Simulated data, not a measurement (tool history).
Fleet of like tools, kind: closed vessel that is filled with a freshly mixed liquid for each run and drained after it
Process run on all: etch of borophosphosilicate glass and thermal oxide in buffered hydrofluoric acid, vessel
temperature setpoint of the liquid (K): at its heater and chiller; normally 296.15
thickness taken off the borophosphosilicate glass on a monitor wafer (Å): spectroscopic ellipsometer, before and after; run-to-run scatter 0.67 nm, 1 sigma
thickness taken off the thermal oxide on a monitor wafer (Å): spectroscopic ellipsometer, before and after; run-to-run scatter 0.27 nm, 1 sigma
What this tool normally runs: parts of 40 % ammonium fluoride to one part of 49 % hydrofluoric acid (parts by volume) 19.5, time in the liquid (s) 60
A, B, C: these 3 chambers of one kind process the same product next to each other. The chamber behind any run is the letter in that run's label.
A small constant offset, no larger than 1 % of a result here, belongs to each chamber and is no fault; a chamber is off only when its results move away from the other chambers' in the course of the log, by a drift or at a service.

run,day,temperature setpoint of the liquid (K),parts of 40 % ammonium fluoride to one part of 49 % hydrofluoric acid (parts by volume),time in the liquid (s),hours since the thermometer was replaced,hours since the hydrofluoric acid flow meter was replaced,"read-back film thickness of the borophosphosilicate glass reference wafer, read on the same gauge (nm)","read-back film thickness of the thermal oxide reference wafer, read on the same gauge (nm)",thickness taken off the borophosphosilicate glass on a monitor wafer (Å),thickness taken off the thermal oxide on a monitor wafer (Å)
1C,0.354,296.15,19.5,60,1561.2,931.7,150.01,129.99,1051.00,326.62
2B,0.792,296.15,19.5,60,2118.0,428.7,150.01,130.03,1055.90,327.81
3A,1.221,296.15,19.5,60,1102.8,513.7,149.97,129.97,1049.20,327.14
4B,1.554,296.15,19.5,60,2136.3,447.0,150.02,129.97,1064.00,325.02
5A,2.096,296.15,19.5,50,1123.8,534.7,149.98,129.96,876.29,270.94
6C,2.604,296.15,19.5,50,1615.2,985.7,150.01,130.02,878.72,275.48
7A,3.104,296.15,19.5,50,1148.0,558.9,149.99,129.97,874.93,272.39
8C,3.346,296.15,19.5,60,1633.0,1003.5,150.00,130.02,1062.10,331.65
9B,3.583,296.15,22.5,45,2185.0,495.7,150.00,129.96,704.42,220.79
# day 3.838: chamber A: hydrofluoric acid flow meter replaced
10A,3.904,296.15,22.5,45,1167.2,1.6,149.99,129.95,708.19,220.92
11B,4.346,296.15,22.5,45,2203.3,514.0,150.01,129.98,713.18,222.36
12C,4.675,296.15,19.5,60,1664.9,1035.4,150.00,130.00,1057.10,319.41
13B,4.962,296.15,19.5,60,2218.1,528.8,150.01,130.04,1075.80,325.95
14C,5.304,296.15,19.5,60,1680.0,1050.5,149.99,130.00,1065.20,320.59
15A,5.708,296.15,19.5,60,1210.5,44.9,149.99,130.03,1061.70,328.23
# day 5.712: chamber A: thermometer replaced
16B,6.183,296.15,19.5,60,2247.4,558.1,149.99,129.99,1056.30,323.41
17A,6.488,296.15,19.5,60,18.7,63.6,150.01,130.00,1050.00,330.68
18C,7.017,296.15,19.5,60,1721.1,1091.6,150.01,129.98,1064.50,324.66
19C,7.346,296.15,19.5,60,1729.0,1099.5,150.00,130.02,1060.30,325.24
20A,7.858,296.15,19.5,60,51.6,96.5,150.00,130.01,1053.10,326.55
21B,8.183,296.15,19.5,60,2295.4,606.1,149.99,130.00,1054.90,326.12
22A,8.583,296.15,19.5,60,69.0,113.9,150.00,130.03,1048.50,322.67
23C,9.121,296.15,19.5,60,1771.6,1142.1,150.00,130.00,1054.20,323.99
24B,9.525,296.15,12.5,60,2327.6,638.3,150.01,129.98,1652.70,505.16
25C,10.012,296.15,12.5,60,1793.0,1163.5,150.00,130.00,1652.00,503.90
26A,10.438,296.15,12.5,60,113.5,158.4,150.01,130.04,1618.40,505.91
27B,10.850,296.15,19.5,60,2359.4,670.1,149.99,129.97,1058.90,325.35
28B,11.133,296.15,19.5,60,2366.2,676.9,150.00,130.01,1063.60,331.42
29A,11.550,296.15,19.5,60,140.2,185.1,150.01,130.03,1042.90,327.00
30C,11.821,296.15,19.5,60,1836.4,1206.9,150.00,129.98,1054.20,324.59

One chamber off, gauge drift, or nothing amiss beyond the chambers' own small offsets? If it is a chamber, which one, and what is the likeliest cause?

Beyond each chamber's small constant offset nothing stands out, and the gauge stays steady.
